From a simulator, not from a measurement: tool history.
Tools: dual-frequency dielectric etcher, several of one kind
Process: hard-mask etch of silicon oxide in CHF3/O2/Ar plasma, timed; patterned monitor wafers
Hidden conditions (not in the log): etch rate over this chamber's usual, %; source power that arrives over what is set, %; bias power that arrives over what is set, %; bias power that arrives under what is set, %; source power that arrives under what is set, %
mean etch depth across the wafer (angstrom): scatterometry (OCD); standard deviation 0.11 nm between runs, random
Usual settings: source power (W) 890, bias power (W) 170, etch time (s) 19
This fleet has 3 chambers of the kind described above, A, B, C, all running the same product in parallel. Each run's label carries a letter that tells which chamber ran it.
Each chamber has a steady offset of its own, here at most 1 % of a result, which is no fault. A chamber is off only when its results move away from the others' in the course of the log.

run   hour  source power (W)  bias power (W)  etch time (s)  hours since the last wet clean  hours since the last source power generator calibration  hours since the last bias power generator calibration  read-back reference wafer on the same gauge, depth_nm  mean etch depth across the wafer (angstrom)
 1B   10.2               890             170             19                           169.5                                                   2253.6                                                  591.2                                                 39.892                                       429.82
 2C   15.6               890             170             19                           251.3                                                    105.6                                                 2921.9                                                 39.908                                       425.54
 3A   20.3               890             170             19                           384.4                                                    808.3                                                 1449.4                                                 39.903                                       427.86
 4A   25.6               890             170             19                           389.7                                                    813.6                                                 1454.7                                                 39.916                                       426.75
 5C   35.5               890             170             19                           271.2                                                    125.5                                                 2941.8                                                 39.888                                       425.76
 6B   44.9               890             170             19                           204.2                                                   2288.3                                                  625.9                                                 39.912                                       429.16
 7C   52.7               890             170             19                           288.4                                                    142.7                                                   2959                                                 39.907                                       425.46
 8B   59.4               890             170             19                           218.7                                                   2302.8                                                  640.4                                                 39.879                                       430.25
 9A   66.2               890             144             19                           430.3                                                    854.2                                                 1495.3                                                 39.898                                       405.24
10B   73.6               890             144             19                           232.9                                                     2317                                                  654.6                                                 39.913                                       409.16
11A   83.4               890             144             19                           447.5                                                    871.4                                                 1512.5                                                 39.922                                       403.36
12C   88.8               890             170             19                           324.5                                                    178.8                                                 2995.1                                                 39.879                                        424.5
13B   94.7               890             170             19                             254                                                   2338.1                                                  675.7                                                 39.877                                       428.35
14A  101.4               890             170             19                           465.5                                                    889.4                                                 1530.5                                                 39.876                                       425.24
15C  106.3               890             170             19                             342                                                    196.3                                                 3012.6                                                 39.923                                       426.33
16B  115.5               730             170           23.5                           274.8                                                   2358.9                                                  696.5                                                 39.911                                       495.86
     119.2  -- chamber C: wet clean of the chamber
17C    126               730             170           23.5                             6.9                                                      216                                                 3032.3                                                 39.899                                       501.83
18A  136.4               730             170           23.5                           500.5                                                    924.4                                                 1565.5                                                 39.895                                        490.2
19B  141.9               890             170             19                           301.2                                                   2385.3                                                  722.9                                                 39.883                                       430.02
     144.7  -- chamber A: wet clean of the chamber
20A  151.1               890             170             19                             6.4                                                    939.1                                                 1580.2                                                 39.873                                       428.14
21C  156.8               890             170             19                            37.7                                                    246.8                                                 3063.1                                                 39.902                                       436.33
22B  163.4               890             170             19                           322.7                                                   2406.8                                                  744.4                                                 39.927                                       431.39
23A  173.9               890             170             19                            29.2                                                    961.9                                                   1603                                                 39.922                                       428.52
24C  179.4               890             170             19                            60.3                                                    269.4                                                 3085.7                                                 39.912                                       437.09
25A  184.1               890             170             19                            39.4                                                    972.1                                                 1613.2                                                 39.928                                       427.82
26C    190               890             170             24                            70.9                                                      280                                                 3096.3                                                  39.88                                       554.57
27B  198.5               890             170             24                           357.8                                                   2441.9                                                  779.5                                                 39.892                                       545.86
28B    207               890             170             24                           366.3                                                   2450.4                                                    788                                                 39.878                                       541.44
29A  217.2               890             170             19                            72.5                                                   1005.2                                                 1646.3                                                 39.886                                       424.81
30C  223.6               890             170             19                           104.5                                                    313.6                                                 3129.9                                                 39.918                                       438.58
31C  228.6               890             170             19                           109.5                                                    318.6                                                 3134.9                                                 39.899                                       437.79

All 3 chambers run these settings next. Forecast each chamber's results:
32A  236.1               760             170             19                                                                                                                                                                                                                                                   ?
32B  236.1               760             170             19                                                                                                                                                                                                                                                   ?
32C  236.1               760             170             19                                                                                                                                                                                                                                                   ?

run  mean etch depth across the wafer (angstrom)
32A                                       402.78
32B                                       404.13
32C                                       410.81
